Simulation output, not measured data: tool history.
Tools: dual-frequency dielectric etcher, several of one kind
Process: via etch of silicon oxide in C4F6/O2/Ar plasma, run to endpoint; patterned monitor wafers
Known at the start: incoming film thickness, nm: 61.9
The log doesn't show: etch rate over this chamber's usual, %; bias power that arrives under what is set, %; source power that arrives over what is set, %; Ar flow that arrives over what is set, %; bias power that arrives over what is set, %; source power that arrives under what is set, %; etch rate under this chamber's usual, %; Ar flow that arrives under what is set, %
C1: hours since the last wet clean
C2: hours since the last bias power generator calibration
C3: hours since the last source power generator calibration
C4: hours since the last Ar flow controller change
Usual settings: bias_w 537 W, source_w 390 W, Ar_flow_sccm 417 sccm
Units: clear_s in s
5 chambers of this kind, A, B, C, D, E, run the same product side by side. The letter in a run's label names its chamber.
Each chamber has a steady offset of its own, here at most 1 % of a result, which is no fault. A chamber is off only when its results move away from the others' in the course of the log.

Run 1E, hour 9.8: usual settings; C1 478.3; C2 2632.8; C3 3987.7; C4 326.7. Result: clear_s 13.824 s.
Run 2A, hour 21.6: usual settings; C1 190.8; C2 2700.2; C3 4404.0; C4 398.4. Result: clear_s 13.958 s.
Run 3C, hour 34.3: usual settings; C1 190.1; C2 304.5; C3 3675.0; C4 2701.8. Result: clear_s 13.877 s.
Run 4B, hour 46.4: usual settings; C1 406.4; C2 2554.1; C3 1528.2; C4 4253.2. Result: clear_s 13.831 s.
At hour 49.0: chamber E: wet clean of the chamber.
Run 5D, hour 53.0: usual settings; C1 336.0; C2 671.0; C3 2012.1; C4 3445.0. Result: clear_s 13.998 s.
Run 6B, hour 66.2: usual settings; C1 426.2; C2 2573.9; C3 1548.0; C4 4273.0. Result: clear_s 13.831 s.
At hour 75.9: chamber B: Ar flow controller replaced.
Run 7A, hour 78.4: usual settings; C1 247.6; C2 2757.0; C3 4460.8; C4 455.2. Result: clear_s 13.899 s.
Run 8D, hour 88.4: usual settings but bias_w 626 W, source_w 330 W; C1 371.4; C2 706.4; C3 2047.5; C4 3480.4. Result: clear_s 13.993 s.
Run 9C, hour 97.2: usual settings but bias_w 626 W, source_w 330 W; C1 253.0; C2 367.4; C3 3737.9; C4 2764.7. Result: clear_s 13.840 s.
Run 10E, hour 104.7: usual settings but bias_w 626 W, source_w 330 W; C1 55.7; C2 2727.7; C3 4082.6; C4 421.6. Result: clear_s 13.877 s.
Run 11A, hour 113.1: usual settings but bias_w 626 W, source_w 330 W; C1 282.3; C2 2791.7; C3 4495.5; C4 489.9. Result: clear_s 13.944 s.
Run 12E, hour 119.6: usual settings but bias_w 626 W, source_w 330 W; C1 70.6; C2 2742.6; C3 4097.5; C4 436.5. Result: clear_s 14.052 s.
Run 13C, hour 132.7: usual settings; C1 288.5; C2 402.9; C3 3773.4; C4 2800.2. Result: clear_s 13.907 s.
At hour 141.1: chamber B: bias power generator calibrated.
Run 14D, hour 143.4: usual settings; C1 426.4; C2 761.4; C3 2102.5; C4 3535.4. Result: clear_s 13.965 s.
Run 15B, hour 153.1: usual settings; C1 513.1; C2 12.0; C3 1634.9; C4 77.2. Result: clear_s 13.922 s.
Run 16D, hour 161.2: usual settings; C1 444.2; C2 779.2; C3 2120.3; C4 3553.2. Result: clear_s 14.045 s.
Run 17B, hour 167.7: usual settings; C1 527.7; C2 26.6; C3 1649.5; C4 91.8. Result: clear_s 13.798 s.
At hour 173.3: chamber B: wet clean of the chamber.
Run 18C, hour 177.0: usual settings; C1 332.8; C2 447.2; C3 3817.7; C4 2844.5. Result: clear_s 13.832 s.
Run 19A, hour 187.1: usual settings; C1 356.3; C2 2865.7; C3 4569.5; C4 563.9. Result: clear_s 14.022 s.
Run 20E, hour 200.1: usual settings; C1 151.1; C2 2823.1; C3 4178.0; C4 517.0. Result: clear_s 13.863 s.
At hour 204.3: chamber D: wet clean of the chamber.
Run 21E, hour 208.2: usual settings but bias_w 624 W; C1 159.2; C2 2831.2; C3 4186.1; C4 525.1. Result: clear_s 13.094 s.
Run 22A, hour 216.2: usual settings but bias_w 624 W; C1 385.4; C2 2894.8; C3 4598.6; C4 593.0. Result: clear_s 13.175 s.
Run 23B, hour 222.5: usual settings but bias_w 624 W; C1 49.3; C2 81.4; C3 1704.3; C4 146.6. Result: clear_s 13.098 s.
Run 24C, hour 234.3: usual settings but bias_w 624 W; C1 390.1; C2 504.5; C3 3875.0; C4 2901.8. Result: clear_s 13.061 s.
Run 25D, hour 244.8: usual settings but bias_w 624 W; C1 40.5; C2 862.8; C3 2203.9; C4 3636.8. Result: clear_s 13.198 s.
Run 26A, hour 253.7: usual settings; C1 422.9; C2 2932.3; C3 4636.1; C4 630.5. Result: clear_s 13.957 s.
Run 27E, hour 264.4: usual settings; C1 215.4; C2 2887.4; C3 4242.3; C4 581.3. Result: clear_s 13.918 s.
At hour 277.3: chamber C: source power generator calibrated.
Run 28B, hour 277.7: usual settings; C1 104.5; C2 136.6; C3 1759.5; C4 201.8. Result: clear_s 13.887 s.
Run 29D, hour 286.2: usual settings but source_w 430 W; C1 81.9; C2 904.2; C3 2245.3; C4 3678.2. Result: clear_s 13.475 s.
Run 30C, hour 294.0: usual settings but source_w 430 W; C1 449.8; C2 564.2; C3 16.8; C4 2961.5. Result: clear_s 13.331 s.
Run 31D, hour 306.0: usual settings but source_w 430 W; C1 101.7; C2 924.0; C3 2265.1; C4 3698.0. Result: clear_s 13.498 s.

Is one chamber off against the others, does the gauge drift, or is nothing wrong? If a chamber is off, say which, and what the likeliest cause is.

No chamber stands off beyond its own small offset, and the gauge holds steady.
